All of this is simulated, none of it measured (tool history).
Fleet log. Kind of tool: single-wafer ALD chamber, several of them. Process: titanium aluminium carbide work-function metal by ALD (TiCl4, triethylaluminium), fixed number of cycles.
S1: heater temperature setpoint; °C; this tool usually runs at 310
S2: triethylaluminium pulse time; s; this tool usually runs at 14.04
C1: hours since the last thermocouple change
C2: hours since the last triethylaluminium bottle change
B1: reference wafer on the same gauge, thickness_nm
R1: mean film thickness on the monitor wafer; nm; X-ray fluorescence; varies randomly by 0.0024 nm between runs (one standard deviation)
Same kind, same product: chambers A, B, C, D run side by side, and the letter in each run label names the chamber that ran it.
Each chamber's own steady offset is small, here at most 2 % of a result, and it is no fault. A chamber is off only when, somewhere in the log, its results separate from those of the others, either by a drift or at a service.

{"run": "1A", "hour": 8.8, "S1": 310, "S2": 14.04, "C1": 369.6, "C2": 694.9, "B1": 1.9793, "R1": 2.1071}
{"run": "2B", "hour": 15.9, "S1": 310, "S2": 14.04, "C1": 646.8, "C2": 660.5, "B1": 1.9798, "R1": 2.1495}
{"run": "3D", "hour": 23.6, "S1": 310, "S2": 14.04, "C1": 2688.7, "C2": 585.6, "B1": 1.9787, "R1": 2.1289}
{"run": "4C", "hour": 28.4, "S1": 310, "S2": 14.04, "C1": 1507.5, "C2": 960.9, "B1": 1.9791, "R1": 2.1261}
{"run": "5A", "hour": 37.3, "S1": 310, "S2": 14.04, "C1": 398.1, "C2": 723.4, "B1": 1.9787, "R1": 2.0983}
{"run": "6D", "hour": 44.5, "S1": 310, "S2": 14.04, "C1": 2709.6, "C2": 606.5, "B1": 1.9779, "R1": 2.1279}
{"run": "7B", "hour": 51.1, "S1": 310, "S2": 14.04, "C1": 682.0, "C2": 695.7, "B1": 1.978, "R1": 2.1497}
{"run": "8C", "hour": 57.0, "S1": 303, "S2": 14.04, "C1": 1536.1, "C2": 989.5, "B1": 1.9775, "R1": 2.0606}
{"run": "9A", "hour": 64.8, "S1": 303, "S2": 14.04, "C1": 425.6, "C2": 750.9, "B1": 1.9771, "R1": 2.0353}
{"hour": 69.1, "done": "chamber A: triethylaluminium bottle replaced"}
{"run": "10D", "hour": 74.0, "S1": 303, "S2": 14.04, "C1": 2739.1, "C2": 636.0, "B1": 1.9765, "R1": 2.068}
{"run": "11C", "hour": 81.4, "S1": 303, "S2": 14.04, "C1": 1560.5, "C2": 1013.9, "B1": 1.9764, "R1": 2.0585}
{"run": "12B", "hour": 90.9, "S1": 310, "S2": 10.09, "C1": 721.8, "C2": 735.5, "B1": 1.9758, "R1": 2.1012}
{"run": "13D", "hour": 96.8, "S1": 310, "S2": 10.09, "C1": 2761.9, "C2": 658.8, "B1": 1.9754, "R1": 2.0789}
{"run": "14A", "hour": 106.1, "S1": 310, "S2": 10.09, "C1": 466.9, "C2": 37.1, "B1": 1.9751, "R1": 2.0493}
{"run": "15C", "hour": 113.8, "S1": 310, "S2": 10.09, "C1": 1592.9, "C2": 1046.3, "B1": 1.9751, "R1": 2.0726}
{"run": "16B", "hour": 122.2, "S1": 310, "S2": 14.04, "C1": 753.1, "C2": 766.8, "B1": 1.9746, "R1": 2.1458}
{"hour": 129.4, "done": "chamber C: triethylaluminium bottle replaced"}
{"run": "17B", "hour": 129.7, "S1": 310, "S2": 14.04, "C1": 760.6, "C2": 774.3, "B1": 1.9739, "R1": 2.142}
{"run": "18C", "hour": 135.9, "S1": 310, "S2": 14.04, "C1": 1615.0, "C2": 6.5, "B1": 1.9739, "R1": 2.1183}
{"run": "19D", "hour": 145.4, "S1": 310, "S2": 14.04, "C1": 2810.5, "C2": 707.4, "B1": 1.9734, "R1": 2.1199}
{"hour": 151.1, "done": "chamber C: thermocouple changed; heater temperature recalibrated"}
{"run": "20A", "hour": 153.2, "S1": 310, "S2": 14.04, "C1": 514.0, "C2": 84.2, "B1": 1.973, "R1": 2.0957}
{"run": "21A", "hour": 160.9, "S1": 300, "S2": 16.96, "C1": 521.7, "C2": 91.9, "B1": 1.9725, "R1": 2.0179}
{"run": "22C", "hour": 165.9, "S1": 300, "S2": 16.96, "C1": 14.8, "C2": 36.5, "B1": 1.9724, "R1": 2.0398}
{"run": "23B", "hour": 173.4, "S1": 300, "S2": 16.96, "C1": 804.3, "C2": 818.0, "B1": 1.9722, "R1": 2.0637}
{"run": "24D", "hour": 181.9, "S1": 300, "S2": 16.96, "C1": 2847.0, "C2": 743.9, "B1": 1.9713, "R1": 2.0425}
{"run": "25B", "hour": 190.4, "S1": 320, "S2": 14.04, "C1": 821.3, "C2": 835.0, "B1": 1.9712, "R1": 2.2356}
{"run": "26C", "hour": 195.0, "S1": 320, "S2": 14.04, "C1": 43.9, "C2": 65.6, "B1": 1.9707, "R1": 2.2053}

What goes on in this fleet: one chamber off, a drifting gauge, or nothing beyond the chambers' own small offsets? Name the chamber and the cause, if any.

None of the chambers is off. What moves is the gauge, dragging all their readings along together.
What lies behind it: gauge reads low (%) = 0.467.
